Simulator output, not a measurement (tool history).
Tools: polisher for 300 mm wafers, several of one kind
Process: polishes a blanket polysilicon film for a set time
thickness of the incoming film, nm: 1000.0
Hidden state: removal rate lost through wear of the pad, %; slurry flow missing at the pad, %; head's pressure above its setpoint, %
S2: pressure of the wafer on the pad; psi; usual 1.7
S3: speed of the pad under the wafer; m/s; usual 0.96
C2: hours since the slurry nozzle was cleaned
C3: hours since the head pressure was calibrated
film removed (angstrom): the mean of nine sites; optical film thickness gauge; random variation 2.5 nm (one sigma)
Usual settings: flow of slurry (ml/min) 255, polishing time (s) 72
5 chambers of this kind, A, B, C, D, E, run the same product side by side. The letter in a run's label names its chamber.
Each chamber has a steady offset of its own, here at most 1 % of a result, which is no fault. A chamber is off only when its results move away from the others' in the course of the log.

-- day=0.212 chamber C: worn pad replaced by a new one
run 1D day=0.312 | flow_of_slurry_(ml/min)=255 S2=1.7 S3=0.96 polishing_time_(s)=72 | wafers_polished_on_this_pad=252 C2=193.7 C3=506.0 | film_removed_(angstrom)=3207.3
run 2B day=0.600 | flow_of_slurry_(ml/min)=255 S2=1.7 S3=0.96 polishing_time_(s)=72 | wafers_polished_on_this_pad=409 C2=464.7 C3=387.1 | film_removed_(angstrom)=3321.0
-- day=0.875 chamber A: worn pad replaced by a new one
-- day=0.912 chamber E: slurry nozzle cleaned
run 3A day=1.050 | flow_of_slurry_(ml/min)=255 S2=1.7 S3=0.96 polishing_time_(s)=72 | wafers_polished_on_this_pad=41 C2=321.8 C3=1027.6 | film_removed_(angstrom)=3241.7
-- day=1.262 chamber B: slurry nozzle cleaned
run 4E day=1.325 | flow_of_slurry_(ml/min)=255 S2=1.7 S3=0.96 polishing_time_(s)=72 | wafers_polished_on_this_pad=663 C2=9.9 C3=101.4 | film_removed_(angstrom)=3267.2
run 5C day=1.750 | flow_of_slurry_(ml/min)=255 S2=1.7 S3=0.96 polishing_time_(s)=72 | wafers_polished_on_this_pad=356 C2=244.7 C3=47.2 | film_removed_(angstrom)=3256.0
-- day=1.833 chamber C: slurry nozzle cleaned
run 6E day=1.992 | flow_of_slurry_(ml/min)=255 S2=1.7 S3=0.96 polishing_time_(s)=72 | wafers_polished_on_this_pad=817 C2=25.9 C3=117.4 | film_removed_(angstrom)=3259.4
-- day=2.246 chamber D: slurry nozzle cleaned
run 7B day=2.258 | flow_of_slurry_(ml/min)=255 S2=1.7 S3=0.96 polishing_time_(s)=72 | wafers_polished_on_this_pad=793 C2=24.0 C3=426.9 | film_removed_(angstrom)=3279.1
-- day=2.288 chamber E: worn pad replaced by a new one
run 8C day=2.658 | flow_of_slurry_(ml/min)=255 S2=1.7 S3=0.96 polishing_time_(s)=72 | wafers_polished_on_this_pad=567 C2=19.8 C3=69.0 | film_removed_(angstrom)=3266.3
-- day=2.700 chamber B: worn pad replaced by a new one
-- day=2.704 chamber D: worn pad replaced by a new one
run 9A day=3.112 | flow_of_slurry_(ml/min)=255 S2=1.7 S3=0.96 polishing_time_(s)=72 | wafers_polished_on_this_pad=518 C2=371.3 C3=1077.1 | film_removed_(angstrom)=3274.9
run 10D day=3.446 | flow_of_slurry_(ml/min)=255 S2=1.7 S3=0.96 polishing_time_(s)=72 | wafers_polished_on_this_pad=172 C2=28.9 C3=581.2 | film_removed_(angstrom)=3307.6
-- day=3.533 chamber A: worn pad replaced by a new one
run 11D day=3.717 | flow_of_slurry_(ml/min)=255 S2=1.7 S3=0.96 polishing_time_(s)=72 | wafers_polished_on_this_pad=235 C2=35.4 C3=587.7 | film_removed_(angstrom)=3262.9
run 12A day=4.096 | flow_of_slurry_(ml/min)=255 S2=1.7 S3=0.96 polishing_time_(s)=72 | wafers_polished_on_this_pad=130 C2=394.9 C3=1100.7 | film_removed_(angstrom)=3258.1
run 13B day=4.546 | flow_of_slurry_(ml/min)=255 S2=1.7 S3=0.96 polishing_time_(s)=72 | wafers_polished_on_this_pad=427 C2=78.9 C3=481.8 | film_removed_(angstrom)=3278.3
run 14C day=4.933 | flow_of_slurry_(ml/min)=255 S2=1.7 S3=0.96 polishing_time_(s)=72 | wafers_polished_on_this_pad=1093 C2=74.4 C3=123.6 | film_removed_(angstrom)=3297.6
run 15E day=5.254 | flow_of_slurry_(ml/min)=255 S2=1.7 S3=0.96 polishing_time_(s)=72 | wafers_polished_on_this_pad=687 C2=104.2 C3=195.7 | film_removed_(angstrom)=3214.7
run 16C day=5.546 | flow_of_slurry_(ml/min)=255 S2=1.7 S3=0.96 polishing_time_(s)=81 | wafers_polished_on_this_pad=1235 C2=89.1 C3=138.3 | film_removed_(angstrom)=3662.6
run 17E day=5.825 | flow_of_slurry_(ml/min)=255 S2=1.7 S3=0.96 polishing_time_(s)=81 | wafers_polished_on_this_pad=819 C2=117.9 C3=209.4 | film_removed_(angstrom)=3678.2
-- day=6.012 chamber A: slurry nozzle cleaned
-- day=6.075 chamber D: worn pad replaced by a new one
run 18A day=6.204 | flow_of_slurry_(ml/min)=255 S2=1.7 S3=0.96 polishing_time_(s)=81 | wafers_polished_on_this_pad=618 C2=4.6 C3=1151.3 | film_removed_(angstrom)=3705.3
-- day=6.275 chamber C: worn pad replaced by a new one
-- day=6.592 chamber E: worn pad replaced by a new one
run 19B day=6.633 | flow_of_slurry_(ml/min)=255 S2=1.7 S3=0.96 polishing_time_(s)=81 | wafers_polished_on_this_pad=910 C2=129.0 C3=531.9 | film_removed_(angstrom)=3745.4
-- day=6.821 chamber A: worn pad replaced by a new one
run 20D day=6.950 | flow_of_slurry_(ml/min)=255 S2=1.7 S3=0.96 polishing_time_(s)=81 | wafers_polished_on_this_pad=202 C2=113.0 C3=665.3 | film_removed_(angstrom)=3646.3
-- day=7.171 chamber B: worn pad replaced by a new one
run 21E day=7.292 | flow_of_slurry_(ml/min)=255 S2=1.7 S3=0.96 polishing_time_(s)=72 | wafers_polished_on_this_pad=162 C2=153.1 C3=244.6 | film_removed_(angstrom)=3256.1
run 22A day=7.608 | flow_of_slurry_(ml/min)=255 S2=1.7 S3=0.96 polishing_time_(s)=72 | wafers_polished_on_this_pad=182 C2=38.3 C3=1185.0 | film_removed_(angstrom)=3317.0
run 23D day=7.875 | flow_of_slurry_(ml/min)=255 S2=1.7 S3=0.96 polishing_time_(s)=72 | wafers_polished_on_this_pad=416 C2=135.2 C3=687.5 | film_removed_(angstrom)=3268.5
run 24C day=8.312 | flow_of_slurry_(ml/min)=210 S2=1.7 S3=1.06 polishing_time_(s)=72 | wafers_polished_on_this_pad=472 C2=155.5 C3=204.7 | film_removed_(angstrom)=3484.5
run 25B day=8.621 | flow_of_slurry_(ml/min)=210 S2=1.7 S3=1.06 polishing_time_(s)=72 | wafers_polished_on_this_pad=336 C2=176.7 C3=579.6 | film_removed_(angstrom)=3524.2
run 26C day=8.892 | flow_of_slurry_(ml/min)=210 S2=1.7 S3=1.06 polishing_time_(s)=72 | wafers_polished_on_this_pad=606 C2=169.4 C3=218.6 | film_removed_(angstrom)=3528.4
run 27B day=9.117 | flow_of_slurry_(ml/min)=210 S2=1.7 S3=1.06 polishing_time_(s)=72 | wafers_polished_on_this_pad=450 C2=188.6 C3=591.5 | film_removed_(angstrom)=3560.6
-- day=9.292 chamber D: worn pad replaced by a new one
run 28D day=9.350 | flow_of_slurry_(ml/min)=210 S2=1.7 S3=1.06 polishing_time_(s)=72 | wafers_polished_on_this_pad=14 C2=170.6 C3=722.9 | film_removed_(angstrom)=3542.4
run 29A day=9.746 | flow_of_slurry_(ml/min)=255 S2=1.7 S3=0.96 polishing_time_(s)=72 | wafers_polished_on_this_pad=677 C2=89.6 C3=1236.3 | film_removed_(angstrom)=3392.0
-- day=10.025 chamber A: worn pad replaced by a new one
run 30E day=10.146 | flow_of_slurry_(ml/min)=255 S2=1.7 S3=0.96 polishing_time_(s)=72 | wafers_polished_on_this_pad=822 C2=221.6 C3=313.1 | film_removed_(angstrom)=3250.2
run 31A day=10.342 | flow_of_slurry_(ml/min)=255 S2=1.7 S3=0.96 polishing_time_(s)=72 | wafers_polished_on_this_pad=74 C2=103.9 C3=1250.6 | film_removed_(angstrom)=3423.4
-- day=10.554 chamber E: worn pad replaced by a new one
run 32E day=10.738 | flow_of_slurry_(ml/min)=255 S2=1.7 S3=0.96 polishing_time_(s)=72 | wafers_polished_on_this_pad=42 C2=235.8 C3=327.3 | film_removed_(angstrom)=3260.3
run 33B day=10.950 | flow_of_slurry_(ml/min)=255 S2=1.7 S3=0.96 polishing_time_(s)=72 | wafers_polished_on_this_pad=875 C2=232.6 C3=635.5 | film_removed_(angstrom)=3312.3
-- day=11.050 chamber C: slurry nozzle cleaned
run 34D day=11.171 | flow_of_slurry_(ml/min)=255 S2=1.7 S3=0.96 polishing_time_(s)=72 | wafers_polished_on_this_pad=435 C2=214.3 C3=766.6 | film_removed_(angstrom)=3273.5
-- day=11.467 chamber B: worn pad replaced by a new one
-- day=11.492 chamber D: head pressure recalibrated
run 35C day=11.521 | flow_of_slurry_(ml/min)=255 S2=1.7 S3=0.72 polishing_time_(s)=72 | wafers_polished_on_this_pad=1214 C2=11.3 C3=281.7 | film_removed_(angstrom)=2468.2
-- day=11.729 chamber C: worn pad replaced by a new one
run 36A day=11.733 | flow_of_slurry_(ml/min)=255 S2=1.7 S3=0.72 polishing_time_(s)=72 | wafers_polished_on_this_pad=396 C2=137.3 C3=1284.0 | film_removed_(angstrom)=2588.4
run 37B day=11.992 | flow_of_slurry_(ml/min)=255 S2=1.7 S3=0.72 polishing_time_(s)=72 | wafers_polished_on_this_pad=121 C2=257.6 C3=660.5 | film_removed_(angstrom)=2479.9
-- day=12.175 chamber D: slurry nozzle cleaned
run 38C day=12.367 | flow_of_slurry_(ml/min)=255 S2=1.7 S3=0.72 polishing_time_(s)=72 | wafers_polished_on_this_pad=147 C2=31.6 C3=302.0 | film_removed_(angstrom)=2438.9
run 39D day=12.671 | flow_of_slurry_(ml/min)=255 S2=1.7 S3=0.72 polishing_time_(s)=72 | wafers_polished_on_this_pad=783 C2=12.0 C3=28.3 | film_removed_(angstrom)=2423.4
-- day=12.692 chamber D: worn pad replaced by a new one
run 40E day=12.946 | flow_of_slurry_(ml/min)=255 S2=1.7 S3=0.96 polishing_time_(s)=72 | wafers_polished_on_this_pad=553 C2=288.8 C3=380.3 | film_removed_(angstrom)=3240.8
run 41C day=13.250 | flow_of_slurry_(ml/min)=255 S2=1.7 S3=0.96 polishing_time_(s)=72 | wafers_polished_on_this_pad=352 C2=52.8 C3=323.2 | film_removed_(angstrom)=3268.4
-- day=13.329 chamber A: worn pad replaced by a new one
run 42D day=13.554 | flow_of_slurry_(ml/min)=255 S2=1.7 S3=0.96 polishing_time_(s)=72 | wafers_polished_on_this_pad=200 C2=33.2 C3=49.5 | film_removed_(angstrom)=3282.6
run 43E day=13.967 | flow_of_slurry_(ml/min)=255 S2=1.7 S3=0.96 polishing_time_(s)=72 | wafers_polished_on_this_pad=789 C2=313.3 C3=404.8 | film_removed_(angstrom)=3219.0
run 44A day=14.367 | flow_of_slurry_(ml/min)=255 S2=1.7 S3=0.96 polishing_time_(s)=51 | wafers_polished_on_this_pad=240 C2=200.5 C3=1347.2 | film_removed_(angstrom)=2482.5

Is one chamber off against the others, does the gauge drift, or is nothing wrong? If a chamber is off, say which, and what the likeliest cause is.

Chamber A drifts away from the others.
Cause: head's pressure above its setpoint, % = 7.71.

Here are 4 candidates for chamber A's next run, each the usual settings with a change, their results left as question marks. Which one brings its results back in line with what the others give on the usual settings?
In line means no further than this from the other chambers' mean on the usual settings: film removed (angstrom) 89.0
run 45A-1 day=14.692 | flow_of_slurry_(ml/min)=255 S2=1.7 S3=0.96 polishing_time_(s)=67 | film_removed_(angstrom)=?
run 45A-2 day=14.692 | flow_of_slurry_(ml/min)=255 S2=1.7 S3=0.96 polishing_time_(s)=71 | film_removed_(angstrom)=?
run 45A-3 day=14.692 | flow_of_slurry_(ml/min)=255 S2=1.7 S3=0.96 polishing_time_(s)=73 | film_removed_(angstrom)=?
run 45A-4 day=14.692 | flow_of_slurry_(ml/min)=255 S2=1.8 S3=0.98 polishing_time_(s)=72 | film_removed_(angstrom)=?

The other chambers' mean on the usual settings: film removed (angstrom) 3259.7
run=45A-1 film_removed_(angstrom)=3245.1
run=45A-2 film_removed_(angstrom)=3438.8
run=45A-3 film_removed_(angstrom)=3535.7
run=45A-4 film_removed_(angstrom)=3773.0
45A-1 brings the chamber back in line.
